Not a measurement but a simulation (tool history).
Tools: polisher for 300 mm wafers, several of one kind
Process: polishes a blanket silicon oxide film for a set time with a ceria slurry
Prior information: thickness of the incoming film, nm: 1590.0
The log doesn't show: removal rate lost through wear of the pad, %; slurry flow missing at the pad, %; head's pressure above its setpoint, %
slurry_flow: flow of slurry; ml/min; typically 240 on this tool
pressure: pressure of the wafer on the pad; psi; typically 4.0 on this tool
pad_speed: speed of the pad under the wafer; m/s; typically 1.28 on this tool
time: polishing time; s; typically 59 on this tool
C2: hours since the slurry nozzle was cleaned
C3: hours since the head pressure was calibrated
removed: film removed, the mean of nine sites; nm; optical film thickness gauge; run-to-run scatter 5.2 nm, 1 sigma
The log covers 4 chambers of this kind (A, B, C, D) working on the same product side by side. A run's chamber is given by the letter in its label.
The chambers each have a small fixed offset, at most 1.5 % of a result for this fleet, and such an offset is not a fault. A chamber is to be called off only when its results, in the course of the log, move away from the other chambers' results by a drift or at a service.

{"run": "1A", "hour": 3.5, "slurry_flow": 240, "pressure": 4.0, "pad_speed": 1.28, "time": 59, "wafers polished on this pad": 685, "C2": 462.8, "C3": 204.9, "removed": 358.18}
{"hour": 4.8, "done": "chamber B: worn pad replaced by a new one"}
{"hour": 7.0, "done": "chamber A: worn pad replaced by a new one"}
{"run": "2C", "hour": 8.8, "slurry_flow": 240, "pressure": 4.0, "pad_speed": 1.28, "time": 59, "wafers polished on this pad": 452, "C2": 35.0, "C3": 83.6, "removed": 355.99}
{"run": "3B", "hour": 12.7, "slurry_flow": 240, "pressure": 4.0, "pad_speed": 1.28, "time": 59, "wafers polished on this pad": 114, "C2": 516.0, "C3": 262.1, "removed": 348.79}
{"run": "4D", "hour": 18.0, "slurry_flow": 240, "pressure": 4.0, "pad_speed": 1.28, "time": 59, "wafers polished on this pad": 387, "C2": 412.1, "C3": 409.0, "removed": 345.7}
{"run": "5D", "hour": 22.8, "slurry_flow": 240, "pressure": 4.0, "pad_speed": 1.28, "time": 59, "wafers polished on this pad": 457, "C2": 416.9, "C3": 413.8, "removed": 350.66}
{"run": "6B", "hour": 28.0, "slurry_flow": 240, "pressure": 5.0, "pad_speed": 1.28, "time": 59, "wafers polished on this pad": 336, "C2": 531.3, "C3": 277.4, "removed": 435.86}
{"hour": 31.3, "done": "chamber D: worn pad replaced by a new one"}
{"run": "7A", "hour": 33.7, "slurry_flow": 240, "pressure": 5.0, "pad_speed": 1.28, "time": 59, "wafers polished on this pad": 387, "C2": 493.0, "C3": 235.1, "removed": 434.9}
{"run": "8C", "hour": 39.5, "slurry_flow": 240, "pressure": 5.0, "pad_speed": 1.28, "time": 59, "wafers polished on this pad": 897, "C2": 65.7, "C3": 114.3, "removed": 438.82}
{"run": "9D", "hour": 43.4, "slurry_flow": 240, "pressure": 5.0, "pad_speed": 1.28, "time": 59, "wafers polished on this pad": 176, "C2": 437.5, "C3": 434.4, "removed": 447.24}
{"run": "10C", "hour": 47.9, "slurry_flow": 240, "pressure": 4.0, "pad_speed": 1.28, "time": 59, "wafers polished on this pad": 1019, "C2": 74.1, "C3": 122.7, "removed": 337.47}
{"hour": 53.4, "done": "chamber A: worn pad replaced by a new one"}
{"run": "11A", "hour": 53.7, "slurry_flow": 240, "pressure": 4.0, "pad_speed": 1.28, "time": 59, "wafers polished on this pad": 5, "C2": 513.0, "C3": 255.1, "removed": 346.94}
{"run": "12B", "hour": 56.7, "slurry_flow": 240, "pressure": 4.0, "pad_speed": 1.28, "time": 59, "wafers polished on this pad": 752, "C2": 560.0, "C3": 306.1, "removed": 360.26}
{"run": "13B", "hour": 60.9, "slurry_flow": 240, "pressure": 4.0, "pad_speed": 1.28, "time": 59, "wafers polished on this pad": 813, "C2": 564.2, "C3": 310.3, "removed": 352.54}
{"run": "14A", "hour": 67.0, "slurry_flow": 240, "pressure": 4.0, "pad_speed": 1.28, "time": 59, "wafers polished on this pad": 198, "C2": 526.3, "C3": 268.4, "removed": 354.12}
{"hour": 68.1, "done": "chamber B: head pressure recalibrated"}
{"run": "15C", "hour": 69.8, "slurry_flow": 240, "pressure": 4.0, "pad_speed": 1.1, "time": 59, "wafers polished on this pad": 1336, "C2": 96.0, "C3": 144.6, "removed": 280.41}
{"hour": 73.5, "done": "chamber D: worn pad replaced by a new one"}
{"run": "16D", "hour": 74.7, "slurry_flow": 240, "pressure": 4.0, "pad_speed": 1.1, "time": 59, "wafers polished on this pad": 18, "C2": 468.8, "C3": 465.7, "removed": 301.69}
{"run": "17C", "hour": 77.5, "slurry_flow": 240, "pressure": 4.0, "pad_speed": 1.1, "time": 59, "wafers polished on this pad": 1448, "C2": 103.7, "C3": 152.3, "removed": 292.21}
{"run": "18D", "hour": 82.1, "slurry_flow": 240, "pressure": 4.0, "pad_speed": 1.1, "time": 59, "wafers polished on this pad": 125, "C2": 476.2, "C3": 473.1, "removed": 292.78}
{"hour": 83.9, "done": "chamber B: worn pad replaced by a new one"}
{"run": "19B", "hour": 85.6, "slurry_flow": 295, "pressure": 2.8, "pad_speed": 1.28, "time": 59, "wafers polished on this pad": 25, "C2": 588.9, "C3": 17.6, "removed": 253.48}
{"run": "20A", "hour": 91.2, "slurry_flow": 295, "pressure": 2.8, "pad_speed": 1.28, "time": 59, "wafers polished on this pad": 549, "C2": 550.5, "C3": 292.6, "removed": 257.19}
{"run": "21A", "hour": 95.0, "slurry_flow": 295, "pressure": 2.8, "pad_speed": 1.28, "time": 59, "wafers polished on this pad": 604, "C2": 554.3, "C3": 296.4, "removed": 251.96}
{"hour": 100.7, "done": "chamber A: worn pad replaced by a new one"}
{"run": "22B", "hour": 100.9, "slurry_flow": 295, "pressure": 2.8, "pad_speed": 1.28, "time": 59, "wafers polished on this pad": 247, "C2": 604.2, "C3": 32.9, "removed": 256.07}
{"run": "23D", "hour": 105.7, "slurry_flow": 240, "pressure": 4.0, "pad_speed": 1.28, "time": 59, "wafers polished on this pad": 467, "C2": 499.8, "C3": 496.7, "removed": 347.68}
{"hour": 109.7, "done": "chamber D: worn pad replaced by a new one"}
{"run": "24C", "hour": 111.8, "slurry_flow": 240, "pressure": 4.0, "pad_speed": 1.28, "time": 59, "wafers polished on this pad": 1945, "C2": 138.0, "C3": 186.6, "removed": 314.3}
{"run": "25D", "hour": 116.6, "slurry_flow": 240, "pressure": 4.0, "pad_speed": 1.28, "time": 59, "wafers polished on this pad": 100, "C2": 510.7, "C3": 507.6, "removed": 354.56}
{"run": "26A", "hour": 122.9, "slurry_flow": 240, "pressure": 4.0, "pad_speed": 1.28, "time": 59, "wafers polished on this pad": 322, "C2": 582.2, "C3": 324.3, "removed": 350.24}
{"run": "27B", "hour": 128.6, "slurry_flow": 240, "pressure": 4.0, "pad_speed": 1.28, "time": 59, "wafers polished on this pad": 648, "C2": 631.9, "C3": 60.6, "removed": 356.71}

What goes on in this fleet: one chamber off, a drifting gauge, or nothing beyond the chambers' own small offsets? Name the chamber and the cause, if any.

It is chamber C that slowly wanders off from its peers.
Most likely cause: removal rate lost through wear of the pad, % = 11.4.
Not necessarily distinguishable in this log from: head's pressure below its setpoint, %.

Below are 4 candidate recipes for chamber C's next run, each the usual settings with a change, their results shown as question marks. Which of them brings C's results back in line with what the other chambers give on the usual settings?
In line here means within this much of the mean the other chambers give on the usual settings: removed 18.00 nm
{"run": "28C-1", "hour": 133.2, "slurry_flow": 240, "pressure": 4.0, "pad_speed": 1.24, "time": 59, "removed": "?"}
{"run": "28C-2", "hour": 133.2, "slurry_flow": 240, "pressure": 4.2, "pad_speed": 1.28, "time": 63, "removed": "?"}
{"run": "28C-3", "hour": 133.2, "slurry_flow": 240, "pressure": 3.5, "pad_speed": 1.28, "time": 59, "removed": "?"}
{"run": "28C-4", "hour": 133.2, "slurry_flow": 240, "pressure": 4.0, "pad_speed": 1.32, "time": 59, "removed": "?"}

The mean the other chambers reach with the usual settings: removed 350.80 nm
run=28C-1 removed=298.18
run=28C-2 removed=345.25
run=28C-3 removed=268.75
run=28C-4 removed=317.29
28C-2 puts the chamber back in line with the other chambers.
